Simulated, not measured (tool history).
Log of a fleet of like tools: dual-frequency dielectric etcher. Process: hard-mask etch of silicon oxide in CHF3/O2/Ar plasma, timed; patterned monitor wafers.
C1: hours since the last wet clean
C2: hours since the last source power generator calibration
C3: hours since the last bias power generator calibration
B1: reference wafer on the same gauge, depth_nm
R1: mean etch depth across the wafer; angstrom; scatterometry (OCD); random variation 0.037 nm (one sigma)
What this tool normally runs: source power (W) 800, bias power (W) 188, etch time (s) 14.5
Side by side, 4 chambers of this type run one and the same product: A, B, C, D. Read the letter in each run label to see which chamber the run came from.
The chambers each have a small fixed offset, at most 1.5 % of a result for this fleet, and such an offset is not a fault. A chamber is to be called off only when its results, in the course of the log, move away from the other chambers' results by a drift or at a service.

Run 1D, hour 3.3: usual settings; C1 75.5; C2 319.2; C3 914.6; B1 32.599. Result: R1 325.80 angstrom.
Run 2A, hour 7.2: usual settings; C1 156.7; C2 185.7; C3 685.0; B1 32.609. Result: R1 328.83 angstrom.
Run 3C, hour 11.4: usual settings; C1 187.1; C2 1345.2; C3 1169.5; B1 32.613. Result: R1 324.89 angstrom.
Run 4B, hour 14.7: usual settings; C1 315.9; C2 1036.4; C3 885.5; B1 32.615. Result: R1 323.60 angstrom.
Run 5C, hour 18.6: usual settings but etch time (s) 12.0; C1 194.3; C2 1352.4; C3 1176.7; B1 32.612. Result: R1 269.25 angstrom.
Run 6A, hour 21.3: usual settings but etch time (s) 12.0; C1 170.8; C2 199.8; C3 699.1; B1 32.629. Result: R1 272.48 angstrom.
Run 7B, hour 24.3: usual settings but etch time (s) 12.0; C1 325.5; C2 1046.0; C3 895.1; B1 32.631. Result: R1 267.01 angstrom.
Run 8D, hour 28.1: usual settings but etch time (s) 12.0; C1 100.3; C2 344.0; C3 939.4; B1 32.642. Result: R1 269.48 angstrom.
Run 9C, hour 32.6: usual settings but bias power (W) 148, etch time (s) 13.0; C1 208.3; C2 1366.4; C3 1190.7; B1 32.643. Result: R1 270.38 angstrom.
Run 10B, hour 35.1: usual settings but bias power (W) 148, etch time (s) 13.0; C1 336.3; C2 1056.8; C3 905.9; B1 32.643. Result: R1 268.92 angstrom.
Run 11A, hour 38.4: usual settings but bias power (W) 148, etch time (s) 13.0; C1 187.9; C2 216.9; C3 716.2; B1 32.648. Result: R1 273.71 angstrom.
Run 12D, hour 42.9: usual settings but bias power (W) 148, etch time (s) 13.0; C1 115.1; C2 358.8; C3 954.2; B1 32.663. Result: R1 271.33 angstrom.
Run 13C, hour 47.1: usual settings; C1 222.8; C2 1380.9; C3 1205.2; B1 32.657. Result: R1 326.14 angstrom.
Run 14A, hour 49.8: usual settings; C1 199.3; C2 228.3; C3 727.6; B1 32.666. Result: R1 329.37 angstrom.
Run 15B, hour 52.6: usual settings but bias power (W) 161; C1 353.8; C2 1074.3; C3 923.4; B1 32.670. Result: R1 307.78 angstrom.
Run 16D, hour 55.8: usual settings but bias power (W) 161; C1 128.0; C2 371.7; C3 967.1; B1 32.685. Result: R1 310.16 angstrom.
Run 17C, hour 59.0: usual settings but bias power (W) 161; C1 234.7; C2 1392.8; C3 1217.1; B1 32.677. Result: R1 310.12 angstrom.
Run 18A, hour 61.6: usual settings but bias power (W) 161; C1 211.1; C2 240.1; C3 739.4; B1 32.683. Result: R1 313.43 angstrom.
At hour 65.2: chamber B: wet clean of the chamber.
Run 19D, hour 65.3: usual settings; C1 137.5; C2 381.2; C3 976.6; B1 32.677. Result: R1 326.65 angstrom.
Run 20B, hour 68.9: usual settings; C1 3.8; C2 1090.6; C3 939.7; B1 32.681. Result: R1 323.97 angstrom.
Run 21A, hour 73.0: usual settings; C1 222.5; C2 251.5; C3 750.8; B1 32.693. Result: R1 329.87 angstrom.
Run 22B, hour 76.9: usual settings; C1 11.8; C2 1098.6; C3 947.7; B1 32.695. Result: R1 325.13 angstrom.
Run 23C, hour 81.6: usual settings; C1 257.3; C2 1415.4; C3 1239.7; B1 32.695. Result: R1 326.45 angstrom.
Run 24D, hour 84.2: usual settings but bias power (W) 213; C1 156.4; C2 400.1; C3 995.5; B1 32.711. Result: R1 340.59 angstrom.
Run 25C, hour 87.6: usual settings but bias power (W) 213; C1 263.3; C2 1421.4; C3 1245.7; B1 32.721. Result: R1 340.45 angstrom.
Run 26A, hour 90.8: usual settings but bias power (W) 213; C1 240.3; C2 269.3; C3 768.6; B1 32.713. Result: R1 344.21 angstrom.
Run 27D, hour 94.4: usual settings but bias power (W) 213; C1 166.6; C2 410.3; C3 1005.7; B1 32.717. Result: R1 340.34 angstrom.
Run 28B, hour 97.7: usual settings; C1 32.6; C2 1119.4; C3 968.5; B1 32.730. Result: R1 324.52 angstrom.
Run 29B, hour 101.8: usual settings; C1 36.7; C2 1123.5; C3 972.6; B1 32.729. Result: R1 324.33 angstrom.
Run 30D, hour 105.4: usual settings; C1 177.6; C2 421.3; C3 1016.7; B1 32.739. Result: R1 327.09 angstrom.
Run 31C, hour 107.9: usual settings; C1 283.6; C2 1441.7; C3 1266.0; B1 32.737. Result: R1 327.06 angstrom.
Run 32A, hour 112.5: usual settings; C1 262.0; C2 291.0; C3 790.3; B1 32.737. Result: R1 329.47 angstrom.
Run 33C, hour 115.1: usual settings; C1 290.8; C2 1448.9; C3 1273.2; B1 32.750. Result: R1 326.97 angstrom.
Run 34B, hour 118.1: usual settings; C1 53.0; C2 1139.8; C3 988.9; B1 32.745. Result: R1 324.50 angstrom.
Run 35D, hour 121.1: usual settings; C1 193.3; C2 437.0; C3 1032.4; B1 32.752. Result: R1 327.14 angstrom.

All 4 chambers run these settings next. Forecast each chamber's results:
Run 36A, hour 124.6: usual settings. Result: R1 ?.
Run 36B, hour 124.6: usual settings. Result: R1 ?.
Run 36C, hour 124.6: usual settings. Result: R1 ?.
Run 36D, hour 124.6: usual settings. Result: R1 ?.

run      R1
36A  330.39
36B  323.79
36C  326.34
36D  327.08
